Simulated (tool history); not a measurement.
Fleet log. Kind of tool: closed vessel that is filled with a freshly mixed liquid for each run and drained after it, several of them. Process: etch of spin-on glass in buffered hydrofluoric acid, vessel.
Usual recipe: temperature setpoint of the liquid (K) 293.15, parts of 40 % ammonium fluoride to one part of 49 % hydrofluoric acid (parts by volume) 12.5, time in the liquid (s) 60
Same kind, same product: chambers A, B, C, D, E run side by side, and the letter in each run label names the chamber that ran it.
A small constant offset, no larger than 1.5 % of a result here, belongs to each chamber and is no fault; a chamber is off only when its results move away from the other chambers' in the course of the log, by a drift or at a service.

run,hour,temperature setpoint of the liquid (K),parts of 40 % ammonium fluoride to one part of 49 % hydrofluoric acid (parts by volume),time in the liquid (s),"read-back film thickness of the spin-on glass reference wafer, read on the same gauge (nm)",thickness taken off the spin-on glass on a monitor wafer (angstrom)
1C,6.7,293.15,12.5,60,100.010,1190.60
2E,14.5,293.15,12.5,60,100.010,1199.90
3B,24.1,293.15,12.5,60,100.020,1193.20
4A,33.2,293.15,12.5,60,99.989,1173.90
5D,41.6,293.15,12.5,60,100.040,1216.50
6D,49.7,296.65,14.0,60,99.980,1297.00
7C,60.1,296.65,14.0,60,100.020,1278.80
8E,67.5,296.65,14.0,60,100.040,1312.90
9B,77.4,296.65,14.0,60,100.030,1310.90
10A,87.9,296.65,14.0,60,99.996,1287.80
11A,92.8,293.15,12.5,60,99.993,1187.80
12B,103.0,293.15,12.5,60,100.020,1229.80
13C,108.5,293.15,12.5,60,100.030,1167.40
14D,118.9,293.15,12.5,60,99.994,1197.20
# hour 121.4: chamber A: hydrofluoric acid flow meter replaced
15E,124.2,293.15,12.5,60,100.000,1215.50
16A,132.6,293.15,12.5,90,99.983,1768.10
17B,138.6,293.15,12.5,90,100.030,1809.00
18C,144.1,293.15,12.5,90,99.929,1739.60
19D,153.9,293.15,12.5,90,100.040,1834.90
20E,162.5,293.15,12.5,90,100.050,1794.90
# hour 168.1: chamber A: thermometer replaced
21C,172.9,293.15,12.5,60,100.000,1126.90
22A,180.4,293.15,12.5,60,100.030,1189.20
# hour 183.6: chamber E: hydrofluoric acid flow meter replaced
23E,186.4,293.15,12.5,60,99.973,1196.00
24B,193.6,293.15,10.0,30,99.981,756.90
25D,199.5,293.15,10.0,30,99.962,754.43
# hour 201.8: chamber B: hydrofluoric acid flow meter replaced
26B,204.8,293.15,10.0,30,99.976,765.65
27D,213.4,293.15,10.0,30,100.010,744.44
28C,221.3,293.15,10.0,30,99.954,704.55
29E,231.5,293.15,12.5,95,100.030,1892.20
30A,238.6,293.15,12.5,95,100.030,1885.50
31D,247.5,293.15,12.5,95,99.960,1919.50
32E,255.9,293.15,12.5,95,100.060,1899.60
33A,262.5,293.15,12.5,95,100.040,1874.50
34B,270.2,293.15,12.5,60,100.000,1197.90
35C,275.1,293.15,12.5,60,99.978,1107.00
36A,281.7,293.15,12.5,60,100.020,1189.30

Next, every chamber runs the same settings. What will each give?
37A,289.2,293.15,12.5,40,,?
37B,289.2,293.15,12.5,40,,?
37C,289.2,293.15,12.5,40,,?
37D,289.2,293.15,12.5,40,,?
37E,289.2,293.15,12.5,40,,?

run,thickness taken off the spin-on glass on a monitor wafer (angstrom)
37A,802.09
37B,808.13
37C,737.38
37D,814.31
37E,799.65
